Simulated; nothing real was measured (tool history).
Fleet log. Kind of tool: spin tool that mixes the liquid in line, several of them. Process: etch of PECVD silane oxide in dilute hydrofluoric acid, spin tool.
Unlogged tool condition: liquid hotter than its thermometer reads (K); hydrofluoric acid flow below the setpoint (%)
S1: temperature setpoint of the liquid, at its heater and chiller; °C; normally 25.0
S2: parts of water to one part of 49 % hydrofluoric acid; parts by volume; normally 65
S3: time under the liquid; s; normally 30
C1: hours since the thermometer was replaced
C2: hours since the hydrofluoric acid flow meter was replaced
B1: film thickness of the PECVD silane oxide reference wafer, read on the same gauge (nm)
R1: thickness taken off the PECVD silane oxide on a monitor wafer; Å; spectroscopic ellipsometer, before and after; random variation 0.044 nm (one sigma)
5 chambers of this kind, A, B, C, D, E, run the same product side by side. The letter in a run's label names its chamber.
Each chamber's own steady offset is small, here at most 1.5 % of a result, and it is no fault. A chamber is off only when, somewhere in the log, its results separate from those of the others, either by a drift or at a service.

Run 1D, day 0.546: usual settings; C1 859.2; C2 701.8; B1 39.988. Result: R1 125.24 Å.
Run 2C, day 0.929: usual settings; C1 263.4; C2 1249.6; B1 40.012. Result: R1 125.62 Å.
Run 3A, day 1.383: usual settings; C1 902.3; C2 1649.4; B1 40.015. Result: R1 124.85 Å.
Run 4B, day 1.821: usual settings; C1 1755.9; C2 179.0; B1 40.043. Result: R1 124.64 Å.
Run 5E, day 2.271: usual settings; C1 570.9; C2 1320.3; B1 39.969. Result: R1 123.49 Å.
Run 6A, day 2.617: usual settings; C1 931.9; C2 1679.0; B1 40.008. Result: R1 124.97 Å.
Run 7C, day 2.879: usual settings; C1 310.2; C2 1296.4; B1 39.994. Result: R1 126.11 Å.
Run 8E, day 3.125: usual settings; C1 591.4; C2 1340.8; B1 39.950. Result: R1 123.09 Å.
Run 9D, day 3.596: usual settings; C1 932.4; C2 775.0; B1 40.011. Result: R1 124.96 Å.
Run 10B, day 4.012: usual settings but S1 21.0 °C; C1 1808.5; C2 231.6; B1 40.008. Result: R1 105.07 Å.
Run 11B, day 4.400: usual settings but S1 21.0 °C; C1 1817.8; C2 240.9; B1 39.990. Result: R1 105.48 Å.
Run 12C, day 4.854: usual settings but S1 21.0 °C; C1 357.6; C2 1343.8; B1 40.002. Result: R1 106.37 Å.
Run 13E, day 5.392: usual settings but S1 21.0 °C; C1 645.8; C2 1395.2; B1 39.957. Result: R1 104.93 Å.
Run 14A, day 5.879: usual settings but S1 21.0 °C; C1 1010.2; C2 1757.3; B1 39.953. Result: R1 105.48 Å.
Run 15D, day 6.346: usual settings; C1 998.4; C2 841.0; B1 40.036. Result: R1 125.11 Å.
Run 16E, day 6.808: usual settings; C1 679.8; C2 1429.2; B1 39.952. Result: R1 123.73 Å.
Run 17A, day 7.350: usual settings but S1 27.5 °C; C1 1045.5; C2 1792.6; B1 39.974. Result: R1 136.72 Å.
Run 18D, day 7.650: usual settings but S1 27.5 °C; C1 1029.7; C2 872.3; B1 40.011. Result: R1 138.20 Å.
At day 7.933: chamber C: hydrofluoric acid flow meter replaced.
Run 19B, day 7.988: usual settings but S1 27.5 °C; C1 1903.9; C2 327.0; B1 39.994. Result: R1 137.04 Å.
Run 20C, day 8.438: usual settings but S1 27.5 °C; C1 443.6; C2 12.2; B1 39.993. Result: R1 137.84 Å.
Run 21C, day 8.833: usual settings but S1 27.5 °C; C1 453.1; C2 21.7; B1 39.972. Result: R1 138.23 Å.
At day 9.062: chamber D: thermometer replaced.
Run 22E, day 9.279: usual settings; C1 739.1; C2 1488.5; B1 39.974. Result: R1 122.93 Å.
Run 23D, day 9.708: usual settings; C1 15.5; C2 921.7; B1 39.980. Result: R1 124.68 Å.
Run 24A, day 10.062: usual settings; C1 1110.6; C2 1857.7; B1 39.962. Result: R1 124.85 Å.
Run 25B, day 10.304: usual settings; C1 1959.5; C2 382.6; B1 40.026. Result: R1 123.70 Å.
Run 26B, day 10.804: usual settings; C1 1971.5; C2 394.6; B1 39.992. Result: R1 122.92 Å.
At day 10.975: chamber E: hydrofluoric acid flow meter replaced.
Run 27D, day 11.288: usual settings; C1 53.4; C2 959.6; B1 40.006. Result: R1 124.41 Å.
Run 28E, day 11.592: usual settings; C1 794.6; C2 14.9; B1 39.952. Result: R1 123.71 Å.
Run 29A, day 11.912: usual settings; C1 1155.0; C2 1902.1; B1 39.993. Result: R1 124.40 Å.
Run 30C, day 12.208: usual settings; C1 534.1; C2 102.7; B1 39.995. Result: R1 126.36 Å.
Run 31E, day 12.492: usual settings; C1 816.2; C2 36.5; B1 40.032. Result: R1 122.92 Å.
Run 32D, day 12.771: usual settings; C1 89.0; C2 995.2; B1 39.989. Result: R1 124.40 Å.
Run 33C, day 13.304: usual settings; C1 560.4; C2 129.0; B1 40.027. Result: R1 126.26 Å.
Run 34A, day 13.604: usual settings; C1 1195.6; C2 1942.7; B1 40.047. Result: R1 124.70 Å.
Run 35B, day 13.854: usual settings; C1 2044.7; C2 467.8; B1 40.000. Result: R1 123.19 Å.
At day 13.867: chamber C: thermometer replaced.
Run 36A, day 14.288: usual settings; C1 1212.0; C2 1959.1; B1 39.981. Result: R1 124.07 Å.
Run 37D, day 14.546: usual settings but S1 23.5 °C, S2 50 parts by volume; C1 131.6; C2 1037.8; B1 40.014. Result: R1 155.65 Å.
Run 38E, day 14.938: usual settings but S1 23.5 °C, S2 50 parts by volume; C1 874.9; C2 95.2; B1 39.998. Result: R1 154.78 Å.
Run 39C, day 15.429: usual settings but S1 23.5 °C, S2 50 parts by volume; C1 37.5; C2 180.0; B1 40.018. Result: R1 156.05 Å.
Run 40B, day 15.750: usual settings but S1 23.5 °C, S2 50 parts by volume; C1 2090.2; C2 513.3; B1 40.040. Result: R1 155.33 Å.
Run 41C, day 16.050: usual settings but S1 23.5 °C, S2 50 parts by volume; C1 52.4; C2 194.9; B1 39.998. Result: R1 156.46 Å.
Run 42A, day 16.471: usual settings; C1 1264.4; C2 2011.5; B1 40.062. Result: R1 124.17 Å.

One chamber off, gauge drift, or nothing amiss beyond the chambers' own small offsets? If it is a chamber, which one, and what is the likeliest cause?

Neither any chamber nor the gauge drifts; the chambers differ only by their own small, steady offsets.
